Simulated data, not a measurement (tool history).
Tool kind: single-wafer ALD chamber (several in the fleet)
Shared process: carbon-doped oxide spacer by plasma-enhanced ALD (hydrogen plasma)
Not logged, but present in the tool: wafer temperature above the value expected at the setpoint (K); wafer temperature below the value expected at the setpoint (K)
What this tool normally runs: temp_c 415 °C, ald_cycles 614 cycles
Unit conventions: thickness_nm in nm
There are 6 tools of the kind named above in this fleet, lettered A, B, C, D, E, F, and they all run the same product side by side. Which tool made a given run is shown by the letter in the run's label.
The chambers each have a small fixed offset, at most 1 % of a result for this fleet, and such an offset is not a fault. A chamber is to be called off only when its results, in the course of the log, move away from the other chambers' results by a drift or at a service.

| run | hour | temp_c | ald_cycles | hours since the last thermocouple change | read-back reference wafer on the same gauge, thickness_nm | thickness_nm |
|---|---|---|---|---|---|---|
| 1F | 6.6 | 415 | 614 | 488.6 | 23.905 | 29.233 |
| 2A | 13.1 | 415 | 614 | 1009.4 | 23.911 | 29.143 |
| 3E | 21.5 | 415 | 614 | 930.5 | 23.893 | 29.407 |
| 4B | 28.5 | 415 | 614 | 247.2 | 23.896 | 29.338 |
| 5D | 36.9 | 415 | 614 | 710.8 | 23.898 | 29.429 |
| 6C | 46.2 | 415 | 614 | 226.9 | 23.892 | 29.152 |
|  | 49.3 | chamber E: thermocouple changed; heater temperature recalibrated |
| 7C | 52.3 | 426 | 499 | 233 | 23.904 | 22.885 |
| 8D | 62.1 | 426 | 499 | 736 | 23.91 | 23.104 |
| 9F | 67.4 | 426 | 499 | 549.4 | 23.897 | 22.98 |
| 10B | 73 | 426 | 499 | 291.7 | 23.896 | 22.971 |
| 11A | 82 | 426 | 499 | 1078.3 | 23.897 | 22.875 |
| 12E | 91.9 | 426 | 499 | 42.7 | 23.909 | 23.003 |
| 13C | 96.4 | 415 | 614 | 277.1 | 23.905 | 29.226 |
|  | 98.1 | chamber D: thermocouple changed; heater temperature recalibrated |
| 14A | 106.6 | 415 | 614 | 1102.9 | 23.919 | 29.069 |
| 15F | 112.7 | 415 | 614 | 594.7 | 23.897 | 29.142 |
| 16B | 122.6 | 415 | 614 | 341.3 | 23.913 | 29.476 |
| 17E | 127.1 | 415 | 614 | 77.9 | 23.905 | 29.365 |
| 18D | 132.2 | 415 | 614 | 34.2 | 23.909 | 29.921 |
| 19F | 141.4 | 415 | 614 | 623.4 | 23.883 | 29.166 |
| 20B | 146.1 | 415 | 614 | 364.8 | 23.904 | 29.437 |
| 21C | 153.4 | 415 | 614 | 334.1 | 23.887 | 29.107 |
| 22E | 163.2 | 415 | 614 | 114 | 23.898 | 29.317 |
| 23A | 168 | 415 | 614 | 1164.3 | 23.893 | 29.118 |
| 24D | 176.5 | 415 | 614 | 78.5 | 23.905 | 29.887 |
| 25A | 182.7 | 415 | 614 | 1179 | 23.895 | 29.247 |
| 26D | 189.6 | 415 | 614 | 91.6 | 23.902 | 29.83 |
| 27E | 197.6 | 415 | 614 | 148.4 | 23.9 | 29.368 |
| 28F | 206.7 | 415 | 614 | 688.7 | 23.893 | 29.286 |
| 29B | 211.3 | 415 | 614 | 430 | 23.905 | 29.32 |
| 30C | 216 | 429 | 524 | 396.7 | 23.901 | 23.781 |
| 31E | 222.8 | 429 | 524 | 173.6 | 23.894 | 23.872 |
| 32F | 233.2 | 429 | 524 | 715.2 | 23.898 | 23.792 |
| 33C | 243.1 | 429 | 524 | 423.8 | 23.902 | 23.762 |
| 34A | 250.4 | 429 | 524 | 1246.7 | 23.906 | 23.794 |
| 35D | 259.6 | 429 | 524 | 161.6 | 23.893 | 24.42 |
| 36B | 265.9 | 415 | 614 | 484.6 | 23.91 | 29.277 |
| 37E | 274.7 | 415 | 614 | 225.5 | 23.897 | 29.366 |
| 38F | 284.4 | 415 | 614 | 766.4 | 23.902 | 29.24 |
| 39D | 294.3 | 415 | 614 | 196.3 | 23.902 | 29.946 |

Is one chamber out of step, is the gauge drifting, or do the chambers differ by no more than their own small offsets? For an off chamber, give its letter and the likeliest cause.

After it was serviced, chamber D no longer matches the other chambers.
Most likely cause: wafer temperature below the value expected at the setpoint (K) = 4.83.

Chamber D could run next with any of the 4 candidate recipes listed below; each alters the usual settings, and their results appear as question marks. Which one brings its results back in line with what the other chambers deliver on the usual settings?
In line here means within this much of the mean the other chambers give on the usual settings: thickness_nm 0.24 nm
| 40D-1 | 301.8 | 415 | 618 |  |  | ? |
| 40D-2 | 301.8 | 415 | 627 |  |  | ? |
| 40D-3 | 301.8 | 415 | 600 |  |  | ? |
| 40D-4 | 301.8 | 417 | 614 |  |  | ? |

Other chambers, usual settings, mean: thickness_nm 29.251 nm
| run | thickness_nm |
|---|---|
| 40D-1 | 30.141 |
| 40D-2 | 30.58 |
| 40D-3 | 29.264 |
| 40D-4 | 29.76 |
The right change is 40D-3: it brings the chamber back within the allowed miss of the others.
